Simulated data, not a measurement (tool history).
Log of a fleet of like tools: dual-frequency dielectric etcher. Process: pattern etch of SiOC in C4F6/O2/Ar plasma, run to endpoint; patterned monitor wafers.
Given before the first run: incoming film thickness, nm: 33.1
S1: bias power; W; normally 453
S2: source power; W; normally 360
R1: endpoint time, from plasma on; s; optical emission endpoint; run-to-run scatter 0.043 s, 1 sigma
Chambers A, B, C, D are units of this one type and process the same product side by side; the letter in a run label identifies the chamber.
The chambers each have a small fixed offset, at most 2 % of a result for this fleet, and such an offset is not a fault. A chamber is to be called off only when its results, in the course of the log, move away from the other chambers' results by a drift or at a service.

run	hour	S1	S2	R1
1A	6.0	453	360	12.161
2C	12.3	453	360	11.866
3D	18.9	453	360	11.873
4B	24.7	453	360	12.157
5C	28.3	453	360	11.852
# hour 30.2: chamber C: source power generator calibrated
6A	31.7	355	430	12.345
7D	37.0	355	430	12.099
8B	40.6	355	430	12.333
9A	47.6	355	430	12.371
10C	54.8	453	360	11.833
11D	61.0	453	360	11.854
12B	66.0	453	360	12.132
13A	70.4	387	430	12.040
14C	76.8	387	430	11.678
15B	82.4	387	430	11.937
16D	88.3	387	430	11.674
17B	92.4	453	360	12.146
18D	96.1	453	360	11.808
19A	100.4	453	360	12.139
20C	107.3	453	360	11.732
21C	112.9	453	360	11.679
22B	116.9	453	360	12.186
23D	124.0	453	360	11.844
24A	129.7	453	360	12.130
25B	135.8	453	310	12.900
26C	139.4	453	310	12.326
27D	144.8	453	310	12.510
28A	148.6	453	310	12.749
29A	153.7	453	360	12.039
30C	160.8	453	360	11.553
31B	164.3	453	360	12.042
32D	169.3	453	360	11.787
33B	173.3	506	440	10.793
34A	179.9	506	440	10.713
35D	186.9	506	440	10.531
36C	190.5	506	440	10.239
37C	197.8	453	360	11.554
38D	205.0	453	360	11.831

What goes on in this fleet: one chamber off, a drifting gauge, or nothing beyond the chambers' own small offsets? Name the chamber and the cause, if any.

One chamber, C, drifts off from the rest bit by bit.
Cause: etch rate over this chamber's usual, % = 3.38.

Below are 4 candidate recipes for chamber C's next run, each the usual settings with a change, their results shown as question marks. Which of them brings C's results back in line with what the other chambers give on the usual settings?
In line means no further than this from the other chambers' mean on the usual settings: R1 0.150 s
39C-1	210.3	479	380	?
39C-2	210.3	513	410	?
39C-3	210.3	398	320	?
39C-4	210.3	427	340	?

Mean of the other chambers on the usual settings: R1 12.007 s
run	R1
39C-1	11.025
39C-2	10.447
39C-3	12.589
39C-4	11.993
With 39C-4, the chamber falls back in line with the rest.

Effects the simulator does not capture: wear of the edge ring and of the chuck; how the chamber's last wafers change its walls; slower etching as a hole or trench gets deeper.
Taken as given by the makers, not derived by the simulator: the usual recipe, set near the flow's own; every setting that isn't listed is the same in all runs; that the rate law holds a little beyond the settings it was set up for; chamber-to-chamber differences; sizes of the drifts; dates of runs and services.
